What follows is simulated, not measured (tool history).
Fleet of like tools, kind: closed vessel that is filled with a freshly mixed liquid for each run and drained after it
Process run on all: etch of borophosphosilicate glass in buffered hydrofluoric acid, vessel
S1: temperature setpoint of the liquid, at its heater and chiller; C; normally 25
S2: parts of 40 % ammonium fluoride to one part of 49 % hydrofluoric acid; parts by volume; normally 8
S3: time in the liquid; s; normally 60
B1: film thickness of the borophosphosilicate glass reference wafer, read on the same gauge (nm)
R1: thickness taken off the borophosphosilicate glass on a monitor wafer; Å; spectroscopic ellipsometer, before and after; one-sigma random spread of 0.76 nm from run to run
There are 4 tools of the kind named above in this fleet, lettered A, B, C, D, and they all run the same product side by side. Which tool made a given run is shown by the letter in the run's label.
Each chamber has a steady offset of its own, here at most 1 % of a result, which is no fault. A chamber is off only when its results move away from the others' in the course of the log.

run   hour  S1   S2  S3      B1      R1
 1A    4.9  25    8  60  140.03  1429.9
 2D   10.1  25    8  60  139.98  1394.8
 3C   15.1  25    8  60     140  1422.2
 4B   23.1  25    8  60  139.97    1418
 5D   27.4  25    8  50  140.04  1170.3
 6C   31.7  25    8  50  140.02  1194.5
 7B     36  25    8  50  140.03  1177.8
 8A   40.4  25    8  50  140.01  1198.9
 9B     48  25    8  60  139.96  1407.6
10A   55.9  25    8  60  139.98  1439.4
      59.3  -- chamber A: thermometer replaced
11C   60.5  25    8  60  139.99  1418.5
12D     69  25    8  60  139.99  1410.1
13C   73.6  25  5.5  60  140.02    2048
14B   81.4  25  5.5  60  140.03    1997
15D   85.2  25  5.5  60  140.04  2033.8
16A   91.7  25  5.5  60  140.01  2042.6
17C   97.5  25    8  60  140.02  1413.2
18D  101.4  25    8  60  139.98  1426.6
19A    107  25    8  60  140.03  1427.4
20B  114.3  25    8  60  139.96  1419.9
21A  121.4  25    8  60  139.96  1429.4
22B  127.6  25    8  60  140.04  1427.9
23D  135.4  25    8  60  139.99  1456.5
24C  141.4  25    8  60  140.01  1415.8
25A  149.8  25    8  60  140.03  1431.3
26C  156.6  25    8  60     140  1427.3
27B  163.6  25    8  60  139.92  1407.6
28D  170.6  25    8  60  139.97  1461.9
29A  174.8  25    8  60  140.03  1431.3
30B  180.5  25    8  60  140.01  1419.3
31D  184.7  25    8  60  140.01  1465.7
32C  192.9  25    8  60  140.05  1421.6
33D  197.4  25    8  60  139.98  1492.5
34C  204.2  25    8  60  140.04  1418.9
35A  208.5  25  5.5  60  139.99  2060.8
36B  212.8  25  5.5  60  140.04  2013.2
37D  217.8  25  5.5  60  140.01  2138.1
38B    224  25  5.5  60  140.01  2010.9
39C  229.6  25    8  60  140.02  1418.2
40A  233.6  25    8  60  139.96  1440.3

Does one chamber stand apart from the rest, does the shared gauge drift, or is all well apart from small per-chamber offsets? Give the chamber and the most likely cause, where there is one.

Chamber D drifts away from the others.
Most likely cause: liquid hotter than its thermometer reads (K) = 1.22.
With only this log, it may be confused with: hydrofluoric acid flow above the setpoint (%).

Chamber D could run next with any of the 4 candidate recipes listed below; each alters the usual settings, and their results appear as question marks. Which one brings its results back in line with what the other chambers deliver on the usual settings?
A result is in line if it is within this distance of the other chambers' mean on the usual settings: R1 27 Å
41D-1  239.8    24    8  60       ?
41D-2  239.8    26    8  60       ?
41D-3  239.8  25.5  7.5  60       ?
41D-4  239.8    25    8  55       ?

On the usual settings, the other chambers give on average: R1 1421.8 Å
  run      R1
41D-1  1425.3
41D-2  1585.7
41D-3  1657.8
41D-4  1378.6
It is 41D-1 that realigns the chamber with its peers.
